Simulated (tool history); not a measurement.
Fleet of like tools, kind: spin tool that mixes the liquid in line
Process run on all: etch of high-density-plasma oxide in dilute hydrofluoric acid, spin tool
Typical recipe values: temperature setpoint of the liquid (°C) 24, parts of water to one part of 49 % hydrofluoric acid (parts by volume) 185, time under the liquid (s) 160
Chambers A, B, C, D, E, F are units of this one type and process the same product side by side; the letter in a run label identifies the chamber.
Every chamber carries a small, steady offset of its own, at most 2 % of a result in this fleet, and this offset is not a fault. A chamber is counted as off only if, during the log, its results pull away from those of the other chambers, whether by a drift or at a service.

run	hour	temperature setpoint of the liquid (°C)	parts of water to one part of 49 % hydrofluoric acid (parts by volume)	time under the liquid (s)	hours since the thermometer was replaced	hours since the hydrofluoric acid flow meter was replaced	read-back film thickness of the high-density-plasma oxide reference wafer, read on the same gauge (nm)	thickness taken off the high-density-plasma oxide on a monitor wafer (Å)
1D	10	24	185	160	438.2	1094.1	49.984	58.552
2F	19.9	24	185	160	1306.4	1151.5	49.972	58.811
3B	31.6	24	185	160	272.5	143.1	50.026	59.45
4E	42.5	24	185	160	440.1	536	50.025	58.602
# hour 45.1: chamber F: hydrofluoric acid flow meter replaced
5C	52.9	24	185	160	419.7	608.7	50.001	59.985
6A	58.7	24	185	160	417.7	510.7	49.968	59.285
7C	69.8	24	185	160	436.6	625.6	49.951	60.152
8B	80.7	24	185	160	321.6	192.2	50.008	59.388
9E	89.9	24	185	160	487.5	583.4	49.997	59.36
10D	100.5	24	110	160	528.7	1184.6	50.005	108.64
11F	111.2	24	110	160	1397.7	66.1	49.998	110
12A	117.9	24	110	160	476.9	569.9	49.969	109.43
13A	126.3	24	110	160	485.3	578.3	49.995	109.09
14F	133.9	24	110	160	1420.4	88.8	50.021	108.77
15D	143.8	24	110	160	572	1227.9	50.006	108.64
16B	154.3	24	185	160	395.2	265.8	49.983	60.349
17C	163.7	24	185	160	530.5	719.5	49.968	59.609
18E	175.1	24	185	160	572.7	668.6	49.973	58.674
19C	187.8	28.5	225	160	554.6	743.6	49.997	54.847
20B	197	28.5	225	160	437.9	308.5	50	56.042
21E	203.2	28.5	225	160	600.8	696.7	50.003	54.223
22D	209.8	28.5	225	160	638	1293.9	49.983	54.184
23A	215.5	28.5	225	160	574.5	667.5	49.97	54.073
24F	225.5	28.5	225	160	1512	180.4	49.99	53.879
25A	235.7	24	185	160	594.7	687.7	49.981	58.835
26D	242.1	26	145	160	670.3	1326.2	50.032	85.212
27C	252	26	145	160	618.8	807.8	50.015	85.668
28B	259.7	26	145	160	500.6	371.2	50.004	87.788
29E	267.2	26	145	160	664.8	760.7	49.999	85.702
# hour 272.7: chamber C: hydrofluoric acid flow meter replaced
30F	278.4	26	145	160	1564.9	233.3	49.987	85.683
31E	283.9	26	145	160	681.5	777.4	50.032	86.127
32D	294.8	24	185	160	723	1378.9	49.959	58.322
33F	303.7	24	185	160	1590.2	258.6	50.023	58.957
34A	314.8	24	185	160	673.8	766.8	49.988	58.541
35C	321.5	24	185	160	688.3	48.8	49.985	59.81
36B	327.4	24	185	160	568.3	438.9	49.996	61.805
37D	336.4	24	185	215	764.6	1420.5	50.024	78.463
38E	344.5	24	185	215	742.1	838	50.032	79.115
39B	351.5	24	185	215	592.4	463	50.016	83.138
40C	358.1	24	185	215	724.9	85.4	49.975	80.329
41A	370.9	24	185	215	729.9	822.9	49.978	78.337
42F	382.9	24	185	215	1669.4	337.8	50.026	78.625
43A	390.5	20.5	135	160	749.5	842.5	50.009	74.867

All 6 chambers run these settings next. Forecast each chamber's results:
44A	399.7	24	120	160				?
44B	399.7	24	120	160				?
44C	399.7	24	120	160				?
44D	399.7	24	120	160				?
44E	399.7	24	120	160				?
44F	399.7	24	120	160				?

run	thickness taken off the high-density-plasma oxide on a monitor wafer (Å)
44A	99.114
44B	104.33
44C	99.944
44D	97.918
44E	98.489
44F	97.897
